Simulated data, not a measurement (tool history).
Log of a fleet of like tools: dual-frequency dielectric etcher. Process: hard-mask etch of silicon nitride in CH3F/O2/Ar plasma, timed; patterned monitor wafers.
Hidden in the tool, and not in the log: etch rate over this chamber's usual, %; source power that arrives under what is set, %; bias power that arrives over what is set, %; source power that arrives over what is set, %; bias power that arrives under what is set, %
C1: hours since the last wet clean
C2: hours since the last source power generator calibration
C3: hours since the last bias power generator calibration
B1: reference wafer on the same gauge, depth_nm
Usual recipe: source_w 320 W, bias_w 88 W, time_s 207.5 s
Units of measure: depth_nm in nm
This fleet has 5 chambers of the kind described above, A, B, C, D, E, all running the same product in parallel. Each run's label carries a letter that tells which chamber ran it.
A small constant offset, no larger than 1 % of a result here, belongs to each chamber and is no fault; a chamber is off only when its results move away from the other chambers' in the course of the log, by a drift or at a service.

Run 1E, day 0.454: usual settings; C1 366.5; C2 1001.7; C3 2624.2; B1 146.08. Result: depth_nm 143.18 nm.
Run 2A, day 0.704: usual settings; C1 130.7; C2 582.2; C3 1589.4; B1 146.01. Result: depth_nm 144.09 nm.
Run 3D, day 0.958: usual settings; C1 132.4; C2 4582.6; C3 1620.6; B1 146.02. Result: depth_nm 143.01 nm.
Run 4C, day 1.4: usual settings; C1 42.7; C2 589.2; C3 2446.4; B1 145.93. Result: depth_nm 144.42 nm.
Run 5B, day 1.821: usual settings; C1 469.4; C2 975.4; C3 1421.6; B1 146.23. Result: depth_nm 141.35 nm.
Run 6B, day 2.367: usual settings but source_w 270 W, time_s 148 s; C1 482.5; C2 988.5; C3 1434.7; B1 145.99. Result: depth_nm 95.616 nm.
Run 7E, day 2.642: usual settings but source_w 270 W, time_s 148 s; C1 419; C2 1054.2; C3 2676.7; B1 145.99. Result: depth_nm 95.269 nm.
Run 8C, day 2.904: usual settings but source_w 270 W, time_s 148 s; C1 78.8; C2 625.3; C3 2482.5; B1 145.9. Result: depth_nm 96.53 nm.
Run 9D, day 3.312: usual settings but source_w 270 W, time_s 148 s; C1 188.9; C2 4639.1; C3 1677.1; B1 146.03. Result: depth_nm 95.822 nm.
Run 10A, day 3.562: usual settings but source_w 270 W, time_s 148 s; C1 199.3; C2 650.8; C3 1658; B1 145.89. Result: depth_nm 95.893 nm.
At day 3.667: chamber B: wet clean of the chamber.
Run 11E, day 3.892: usual settings; C1 449; C2 1084.2; C3 2706.7; B1 145.95. Result: depth_nm 142.1 nm.
Run 12B, day 4.3: usual settings; C1 15.3; C2 1034.9; C3 1481.1; B1 146.02. Result: depth_nm 142.25 nm.
Run 13D, day 4.858: usual settings; C1 226; C2 4676.2; C3 1714.2; B1 146. Result: depth_nm 142.87 nm.
Run 14A, day 5.142: usual settings; C1 237.2; C2 688.7; C3 1695.9; B1 146.09. Result: depth_nm 143.56 nm.
Run 15C, day 5.633: usual settings; C1 144.3; C2 690.8; C3 2548; B1 146.15. Result: depth_nm 144.4 nm.
Run 16A, day 6.075: usual settings; C1 259.6; C2 711.1; C3 1718.3; B1 145.93. Result: depth_nm 144.56 nm.
Run 17B, day 6.362: usual settings; C1 64.8; C2 1084.4; C3 1530.6; B1 145.94. Result: depth_nm 143.23 nm.
Run 18C, day 6.896: usual settings; C1 174.6; C2 721.1; C3 2578.3; B1 146.01. Result: depth_nm 143.92 nm.
Run 19D, day 7.358: usual settings; C1 286; C2 4736.2; C3 1774.2; B1 146.17. Result: depth_nm 142.48 nm.
Run 20E, day 7.733: usual settings but time_s 231 s; C1 541.2; C2 1176.4; C3 2798.9; B1 146.03. Result: depth_nm 159.78 nm.
Run 21D, day 8.075: usual settings but time_s 231 s; C1 303.2; C2 4753.4; C3 1791.4; B1 146.02. Result: depth_nm 158.92 nm.
Run 22E, day 8.579: usual settings but time_s 231 s; C1 561.5; C2 1196.7; C3 2819.2; B1 146.04. Result: depth_nm 158.15 nm.
Run 23A, day 9.004: usual settings but time_s 231 s; C1 329.9; C2 781.4; C3 1788.6; B1 145.91. Result: depth_nm 161.74 nm.
Run 24C, day 9.3: usual settings but time_s 231 s; C1 232.3; C2 778.8; C3 2636; B1 146.09. Result: depth_nm 160.55 nm.
Run 25B, day 9.704: usual settings; C1 145; C2 1164.6; C3 1610.8; B1 146.03. Result: depth_nm 142.37 nm.
Run 26C, day 10.188: usual settings; C1 253.6; C2 800.1; C3 2657.3; B1 146.01. Result: depth_nm 142.76 nm.
Run 27D, day 10.496: usual settings; C1 361.3; C2 4811.5; C3 1849.5; B1 146.03. Result: depth_nm 143.39 nm.
Run 28B, day 10.892: usual settings; C1 173.5; C2 1193.1; C3 1639.3; B1 146.03. Result: depth_nm 143.3 nm.
Run 29A, day 11.275: usual settings; C1 384.4; C2 835.9; C3 1843.1; B1 146.06. Result: depth_nm 143.56 nm.
Run 30E, day 11.833: usual settings; C1 639.6; C2 1274.8; C3 2897.3; B1 145.83. Result: depth_nm 141.8 nm.
At day 12.3: chamber E: wet clean of the chamber.
Run 31C, day 12.379: usual settings; C1 306.2; C2 852.7; C3 2709.9; B1 145.98. Result: depth_nm 144.21 nm.
Run 32A, day 12.904: usual settings; C1 423.5; C2 875; C3 1882.2; B1 145.88. Result: depth_nm 143.13 nm.
Run 33E, day 13.2: usual settings; C1 21.7; C2 1307.6; C3 2930.1; B1 145.98. Result: depth_nm 142.92 nm.
Run 34B, day 13.688: usual settings; C1 240.6; C2 1260.2; C3 1706.4; B1 146.09. Result: depth_nm 142.11 nm.
Run 35D, day 14.121: usual settings; C1 448.3; C2 4898.5; C3 1936.5; B1 146.15. Result: depth_nm 142.91 nm.

Next, every chamber runs the same settings. What will each give?
Run 36A, day 14.525: usual settings. Result: depth_nm ?.
Run 36B, day 14.525: usual settings. Result: depth_nm ?.
Run 36C, day 14.525: usual settings. Result: depth_nm ?.
Run 36D, day 14.525: usual settings. Result: depth_nm ?.
Run 36E, day 14.525: usual settings. Result: depth_nm ?.

run  depth_nm
36A     144.1
36B    142.54
36C    143.66
36D    142.64
36E    141.37
